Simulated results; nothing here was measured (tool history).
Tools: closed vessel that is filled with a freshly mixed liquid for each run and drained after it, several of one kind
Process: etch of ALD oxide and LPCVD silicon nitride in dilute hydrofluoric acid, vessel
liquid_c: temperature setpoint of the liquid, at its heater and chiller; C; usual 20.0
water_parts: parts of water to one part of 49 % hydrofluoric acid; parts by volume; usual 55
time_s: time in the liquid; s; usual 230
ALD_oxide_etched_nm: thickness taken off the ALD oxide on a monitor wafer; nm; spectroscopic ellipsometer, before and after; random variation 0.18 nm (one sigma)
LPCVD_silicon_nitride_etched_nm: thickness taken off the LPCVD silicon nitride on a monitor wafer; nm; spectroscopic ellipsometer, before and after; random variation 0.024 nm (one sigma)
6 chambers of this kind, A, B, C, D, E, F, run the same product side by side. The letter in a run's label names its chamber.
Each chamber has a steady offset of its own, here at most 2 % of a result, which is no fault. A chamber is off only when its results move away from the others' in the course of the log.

run	hour	liquid_c	water_parts	time_s	read-back film thickness of the ALD oxide reference wafer, read on the same gauge (nm)	read-back film thickness of the LPCVD silicon nitride reference wafer, read on the same gauge (nm)	ALD_oxide_etched_nm	LPCVD_silicon_nitride_etched_nm
1F	5.3	20.0	55	230	99.976	80.003	50.967	1.51230
2A	9.8	20.0	55	230	100.040	80.004	50.509	1.47750
3C	14.2	20.0	55	230	100.030	80.026	49.492	1.53760
4B	18.2	20.0	55	230	99.957	79.983	50.138	1.49160
5E	24.4	20.0	55	230	100.000	79.989	50.040	1.52810
6D	30.5	20.0	55	230	99.944	79.992	50.139	1.50510
7F	35.9	20.0	45	230	99.988	80.014	62.945	1.87680
8B	39.7	20.0	45	230	100.020	79.991	61.386	1.81990
9C	47.3	20.0	45	230	100.010	80.004	61.316	1.80750
10A	51.2	20.0	45	230	99.996	80.002	62.220	1.83040
11D	54.7	20.0	45	230	100.050	79.988	60.902	1.83970
12E	62.0	20.0	45	230	99.990	80.011	62.223	1.85160
13B	67.7	20.0	45	110	100.030	80.000	29.492	0.87647
14E	73.2	20.0	45	110	99.981	79.996	29.745	0.88232
15A	77.9	20.0	45	110	99.998	80.015	29.717	0.87353
16C	84.9	20.0	45	110	100.000	79.974	29.185	0.90989
17D	91.1	20.0	45	110	99.960	80.006	29.534	0.89730
18F	97.1	20.0	45	110	100.010	80.005	29.578	0.88552
19B	100.9	22.5	55	230	99.995	79.991	55.063	1.75420
20A	107.1	22.5	55	230	99.996	79.984	55.632	1.81000
21F	112.7	22.5	55	230	99.971	79.993	55.839	1.73280
22E	117.6	22.5	55	230	99.980	79.985	55.548	1.74130
23D	123.4	22.5	55	230	100.000	79.998	55.196	1.85420
24C	127.0	22.5	55	230	99.989	79.973	54.792	1.77700
# hour 133.5: chamber D: hydrofluoric acid flow meter replaced
25D	134.0	20.0	55	230	99.992	80.016	49.933	1.48880
26E	138.8	20.0	55	230	100.010	80.026	50.152	1.50490
27A	143.4	20.0	40	230	99.995	79.992	70.374	2.04340
28C	147.1	20.0	40	230	99.999	80.016	69.494	2.04810
29B	154.6	20.0	40	230	99.999	80.021	69.392	2.03450
# hour 160.9: chamber E: thermometer replaced
30F	161.6	20.0	40	230	100.010	79.975	68.967	1.94450
31F	168.7	20.0	40	230	100.060	80.010	68.947	2.03370
32A	175.6	20.0	40	230	99.975	80.008	70.558	2.08380
33D	179.8	20.0	55	230	100.000	79.993	49.637	1.48060
34E	183.9	20.0	55	230	100.030	79.999	50.370	1.49030
35B	187.3	20.0	55	230	99.984	79.990	50.266	1.54140
36C	194.4	20.0	55	230	99.989	79.985	49.578	1.53740

Is one chamber off against the others, does the gauge drift, or is nothing wrong? If a chamber is off, say which, and what the likeliest cause is.

Chamber F drifts away from the others.
Cause: hydrofluoric acid flow below the setpoint (%) = 3.13.

Here are 4 candidates for chamber F's next run, each the usual settings with a change, their results left as question marks. Which one brings its results back in line with what the others give on the usual settings?
In line means no further than this from the other chambers' mean on the usual settings: ALD_oxide_etched_nm 0.620 nm; LPCVD_silicon_nitride_etched_nm 0.08200 nm
37F-1	200.0	19.5	55	230			?	?
37F-2	200.0	20.5	55	235			?	?
37F-3	200.0	19.5	55	225			?	?
37F-4	200.0	20.5	55	230			?	?

The other chambers' mean on the usual settings: ALD_oxide_etched_nm 50.013 nm; LPCVD_silicon_nitride_etched_nm 1.51080 nm
run	ALD_oxide_etched_nm	LPCVD_silicon_nitride_etched_nm
37F-1	48.245	1.42710
37F-2	51.400	1.56160
37F-3	47.196	1.39610
37F-4	50.307	1.52840
37F-4 brings the chamber back in line.
